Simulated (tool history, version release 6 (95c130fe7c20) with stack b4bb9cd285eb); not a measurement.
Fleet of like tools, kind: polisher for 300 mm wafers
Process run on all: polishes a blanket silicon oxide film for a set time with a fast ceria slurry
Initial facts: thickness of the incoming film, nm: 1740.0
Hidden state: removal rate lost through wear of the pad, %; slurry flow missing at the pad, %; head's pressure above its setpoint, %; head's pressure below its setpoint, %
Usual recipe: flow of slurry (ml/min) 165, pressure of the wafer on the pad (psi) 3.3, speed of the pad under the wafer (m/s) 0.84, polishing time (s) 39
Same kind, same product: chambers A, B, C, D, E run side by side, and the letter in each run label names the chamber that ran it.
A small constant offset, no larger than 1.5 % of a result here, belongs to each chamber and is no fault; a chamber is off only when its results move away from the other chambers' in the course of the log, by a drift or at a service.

run,hour,flow of slurry (ml/min),pressure of the wafer on the pad (psi),speed of the pad under the wafer (m/s),polishing time (s),wafers polished on this pad,hours since the slurry nozzle was cleaned,hours since the head pressure was calibrated,film removed (angstrom)
1D,5.4,165,3.3,0.84,39,837,558.4,138.2,5657.6
2A,10.6,165,3.3,0.84,39,150,154.6,96.9,5615.9
3B,17,165,3.3,0.84,39,410,149.1,78.6,5547.9
4C,24.3,165,3.3,0.84,39,587,491.6,746.6,5785.4
5E,29.1,165,3.3,0.84,39,1099,453.2,427,5725.3
# hour 30.6: chamber D: worn pad replaced by a new one
6D,36.2,165,3.3,0.84,39,44,589.2,169,5568.3
# hour 40.5: chamber B: worn pad replaced by a new one
7B,42.6,165,3.3,0.84,39,16,174.7,104.2,5522.2
# hour 42.7: chamber E: worn pad replaced by a new one
8E,47.7,165,3.3,0.84,39,40,471.8,445.6,5644.5
9A,54,165,3.3,0.84,39,494,198,140.3,5699.3
# hour 56: chamber C: worn pad replaced by a new one
10C,59.6,165,2.9,0.56,39,29,526.9,781.9,3322.7
# hour 66.3: chamber B: slurry nozzle cleaned
11E,66.6,165,2.9,0.56,39,190,490.7,464.5,3314.9
12A,74,165,2.9,0.56,39,653,218,160.3,3308.8
13C,79.7,165,2.9,0.56,39,188,547,802,3376.5
14D,84.6,165,2.9,0.56,39,428,637.6,217.4,3305.4
15B,89.3,165,3.3,0.84,39,387,23.1,150.9,5669.4
16C,92.5,165,3.3,0.84,39,290,559.8,814.8,5802.7
17E,99,165,3.3,0.84,39,447,523.1,496.9,5747.9
18A,105.5,165,3.3,0.84,39,903,249.5,191.8,5772.8
19B,110.5,165,3.3,0.84,39,555,44.3,172.1,5593.2
# hour 113.6: chamber B: worn pad replaced by a new one
20D,117.1,165,3.3,0.84,39,686,670.1,249.9,5696.9
21B,122.9,165,3.3,0.66,48,74,56.7,184.5,5444.5
# hour 125.2: chamber D: slurry nozzle cleaned
22E,128.7,165,3.3,0.66,48,682,552.8,526.6,5521.8
23C,134.6,165,3.3,0.66,48,624,601.9,856.9,5548.3
24D,138.1,165,3.3,0.66,48,853,13,270.9,5511.2
25A,144,165,3.3,0.66,48,1208,288,230.3,5434.4
# hour 145.7: chamber D: worn pad replaced by a new one
26C,149.1,165,3.3,0.84,39,739,616.4,871.4,5695.4
27A,155.6,165,3.3,0.84,39,1300,299.6,241.9,5744.4
# hour 161.7: chamber E: worn pad replaced by a new one
28E,163,165,3.3,0.84,39,11,587.1,560.9,5678.1
29B,166.5,165,3.3,0.84,39,420,100.3,228.1,5662.2
30D,170.5,165,3.3,0.84,39,196,45.4,303.3,5670.5

Read the log: is a single chamber off, either drifting away or since a service, is the gauge that measures every chamber drifting, or is nothing wrong beyond small per-chamber offsets? Name any odd chamber and what most likely caused it.

Nothing is wrong: each chamber keeps only its own small, steady offset and the gauge holds still.

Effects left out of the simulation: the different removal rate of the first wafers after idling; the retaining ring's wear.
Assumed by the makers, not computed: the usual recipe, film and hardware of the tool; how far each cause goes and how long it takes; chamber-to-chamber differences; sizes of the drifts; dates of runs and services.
